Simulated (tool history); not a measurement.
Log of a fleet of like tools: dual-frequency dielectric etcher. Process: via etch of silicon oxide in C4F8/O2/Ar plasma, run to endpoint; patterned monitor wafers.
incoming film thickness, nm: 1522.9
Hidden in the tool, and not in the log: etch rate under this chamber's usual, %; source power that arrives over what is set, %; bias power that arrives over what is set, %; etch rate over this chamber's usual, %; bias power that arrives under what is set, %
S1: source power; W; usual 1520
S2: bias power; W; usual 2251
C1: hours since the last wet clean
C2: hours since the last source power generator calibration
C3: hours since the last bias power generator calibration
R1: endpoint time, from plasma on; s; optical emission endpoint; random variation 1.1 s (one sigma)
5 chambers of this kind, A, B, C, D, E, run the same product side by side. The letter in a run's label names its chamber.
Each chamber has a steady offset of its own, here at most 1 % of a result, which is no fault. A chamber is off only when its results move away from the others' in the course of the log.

run	hour	S1	S2	C1	C2	C3	R1
1B	9.9	1520	2251	555.6	1128.3	3078.0	324.44
2C	18.7	1520	2251	142.6	1089.0	556.0	324.70
3D	32.3	1520	2251	394.7	1176.1	2249.3	326.33
4E	46.0	1520	2251	72.6	3011.4	3080.8	324.30
# hour 48.1: chamber A: source power generator calibrated
5A	60.0	1520	2251	125.2	12.0	250.1	325.55
# hour 69.4: chamber B: wet clean of the chamber
6B	71.5	1520	2251	2.1	1189.9	3139.6	319.91
7C	79.5	1520	2251	203.4	1149.8	616.8	321.89
8D	92.4	1520	2251	454.8	1236.2	2309.4	324.14
9A	103.4	1520	2251	168.6	55.4	293.5	326.61
10E	110.5	1520	2251	137.1	3075.9	3145.3	326.64
# hour 118.3: chamber D: wet clean of the chamber
11E	123.4	1520	2494	150.0	3088.8	3158.2	318.61
12D	137.1	1520	2494	18.9	1280.9	2354.1	312.34
13C	148.9	1520	2494	272.8	1219.2	686.2	313.78
14A	157.0	1520	2494	222.2	109.0	347.1	317.04
15B	170.2	1520	2494	100.8	1288.6	3238.3	311.55
16E	182.3	1520	2251	208.9	3147.7	3217.1	326.55
17D	194.6	1520	2251	76.4	1338.4	2411.6	321.69
18A	209.2	1520	2251	274.4	161.2	399.3	328.17
19B	216.4	1520	2251	147.0	1334.8	3284.5	321.83
20C	224.9	1520	2251	348.8	1295.2	762.2	319.43
21D	232.8	1520	2251	114.6	1376.6	2449.8	324.94
22E	243.4	1520	2251	270.0	3208.8	3278.2	324.32
23C	252.9	1520	2251	376.8	1323.2	790.2	317.64
24A	266.0	1520	2251	331.2	218.0	456.1	326.62
25B	274.4	1520	2251	205.0	1392.8	3342.5	322.10
26E	285.9	1520	2251	312.5	3251.3	3320.7	327.35
27B	293.8	1520	2251	224.4	1412.2	3361.9	322.75
28C	300.5	1520	2251	424.4	1370.8	837.8	313.71
29A	309.0	1520	2251	374.2	261.0	499.1	327.31
30D	323.2	1520	2251	205.0	1467.0	2540.2	325.63
# hour 330.9: chamber D: bias power generator calibrated
31E	333.9	1520	2251	360.5	3299.3	3368.7	327.20
32B	343.8	1520	2251	274.4	1462.2	3411.9	322.95
33C	357.7	1520	2251	481.6	1428.0	895.0	312.79
34D	364.3	1520	2251	246.1	1508.1	33.5	324.83
35A	375.2	1520	2251	440.4	327.2	565.3	326.48
36D	384.6	1520	2251	266.4	1528.4	53.8	323.58
37B	393.4	1300	2251	324.0	1511.8	3461.5	342.24
38E	399.9	1300	2251	426.5	3365.3	3434.7	347.54
# hour 407.5: chamber A: wet clean of the chamber
39C	411.6	1300	2251	535.5	1481.9	948.9	328.15
40A	424.0	1300	2251	16.5	376.0	614.1	346.01

All 5 chambers run these settings next. Forecast each chamber's results:
41A	434.7	1520	2054				?
41B	434.7	1520	2054				?
41C	434.7	1520	2054				?
41D	434.7	1520	2054				?
41E	434.7	1520	2054				?

run	R1
41A	335.44
41B	329.35
41C	312.66
41D	332.28
41E	335.29
